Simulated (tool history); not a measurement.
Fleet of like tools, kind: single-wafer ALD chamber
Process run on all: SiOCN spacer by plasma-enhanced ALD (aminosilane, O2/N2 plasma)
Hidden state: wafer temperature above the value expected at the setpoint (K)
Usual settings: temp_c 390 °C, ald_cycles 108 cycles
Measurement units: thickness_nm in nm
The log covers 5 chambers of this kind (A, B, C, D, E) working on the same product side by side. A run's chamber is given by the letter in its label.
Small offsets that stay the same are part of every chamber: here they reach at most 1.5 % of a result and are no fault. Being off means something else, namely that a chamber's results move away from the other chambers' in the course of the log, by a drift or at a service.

| run | hour | temp_c | ald_cycles | hours since the last thermocouple change | read-back reference wafer on the same gauge, thickness_nm | thickness_nm |
|---|---|---|---|---|---|---|
| 1A | 7.7 | 390 | 108 | 159.8 | 6.3701 | 6.5025 |
| 2E | 14 | 390 | 108 | 490.6 | 6.3723 | 6.5111 |
| 3C | 23.1 | 390 | 108 | 2561.7 | 6.3724 | 6.5503 |
| 4D | 30.2 | 390 | 108 | 945.3 | 6.3734 | 6.458 |
| 5B | 35.5 | 390 | 108 | 1001.2 | 6.3731 | 6.5522 |
| 6B | 42.7 | 390 | 108 | 1008.4 | 6.3728 | 6.5535 |
| 7C | 50.2 | 390 | 108 | 2588.8 | 6.3757 | 6.5281 |
| 8A | 56.5 | 390 | 108 | 208.6 | 6.3759 | 6.5229 |
| 9E | 62.4 | 390 | 108 | 539 | 6.3778 | 6.5188 |
| 10D | 69.7 | 390 | 108 | 984.8 | 6.3781 | 6.451 |
| 11E | 73.8 | 390 | 108 | 550.4 | 6.3788 | 6.5355 |
| 12D | 78.6 | 378 | 99 | 993.7 | 6.3792 | 5.917 |
| 13A | 87.7 | 378 | 99 | 239.8 | 6.3805 | 5.9648 |
| 14B | 94.1 | 378 | 99 | 1059.8 | 6.3796 | 6.0054 |
| 15C | 99.4 | 378 | 99 | 2638 | 6.3801 | 5.9845 |
| 16B | 107.5 | 378 | 99 | 1073.2 | 6.3834 | 6.0083 |
| 17E | 116.4 | 390 | 108 | 593 | 6.3835 | 6.5259 |
| 18A | 122.3 | 390 | 108 | 274.4 | 6.3861 | 6.5221 |
| 19D | 128.3 | 390 | 108 | 1043.4 | 6.3856 | 6.4508 |
| 20C | 135.2 | 390 | 108 | 2673.8 | 6.383 | 6.5523 |
| 21B | 140.2 | 390 | 108 | 1105.9 | 6.3847 | 6.5461 |
| 22D | 145.2 | 390 | 108 | 1060.3 | 6.3866 | 6.4676 |
| 23E | 151.6 | 390 | 108 | 628.2 | 6.3891 | 6.5221 |
| 24A | 157.6 | 390 | 108 | 309.7 | 6.3901 | 6.5233 |
| 25C | 165.1 | 390 | 108 | 2703.7 | 6.3884 | 6.546 |
| 26E | 172.6 | 390 | 108 | 649.2 | 6.3883 | 6.5464 |
|  | 177.3 | chamber C: thermocouple changed; heater temperature recalibrated |
| 27B | 181.6 | 390 | 108 | 1147.3 | 6.3919 | 6.5398 |
|  | 182.2 | chamber D: thermocouple changed; heater temperature recalibrated |
| 28D | 190.3 | 398 | 95 | 8.2 | 6.3929 | 5.6979 |
| 29A | 198.5 | 398 | 95 | 350.6 | 6.3942 | 5.7353 |
| 30C | 207.5 | 398 | 95 | 30.2 | 6.3953 | 5.7607 |
| 31E | 212.3 | 398 | 95 | 688.9 | 6.3955 | 5.7657 |
| 32D | 220.8 | 398 | 95 | 38.7 | 6.3949 | 5.7021 |
| 33B | 228.5 | 390 | 108 | 1194.2 | 6.3973 | 6.5685 |
| 34A | 237.4 | 390 | 108 | 389.5 | 6.3997 | 6.5391 |
| 35C | 245.1 | 397 | 108 | 67.8 | 6.3988 | 6.5561 |
| 36B | 251.3 | 397 | 108 | 1217 | 6.3987 | 6.5683 |
| 37C | 255.6 | 397 | 108 | 78.3 | 6.3983 | 6.5673 |
| 38A | 260.1 | 397 | 108 | 412.2 | 6.3996 | 6.5303 |
| 39E | 268.2 | 397 | 108 | 744.8 | 6.4019 | 6.5548 |
| 40D | 276.2 | 382 | 108 | 94.1 | 6.4027 | 6.491 |
| 41A | 280.6 | 382 | 108 | 432.7 | 6.4013 | 6.5445 |
| 42C | 289.9 | 382 | 108 | 112.6 | 6.404 | 6.5614 |
| 43B | 295.2 | 382 | 108 | 1260.9 | 6.404 | 6.5719 |

Read the log: is a single chamber off, either drifting away or since a service, is the gauge that measures every chamber drifting, or is nothing wrong beyond small per-chamber offsets? Name any odd chamber and what most likely caused it.

Every chamber seems to shift together because the gauge that measures them all drifts; the chambers themselves are fine.
Most likely cause: gauge reads high (%) = 0.553.

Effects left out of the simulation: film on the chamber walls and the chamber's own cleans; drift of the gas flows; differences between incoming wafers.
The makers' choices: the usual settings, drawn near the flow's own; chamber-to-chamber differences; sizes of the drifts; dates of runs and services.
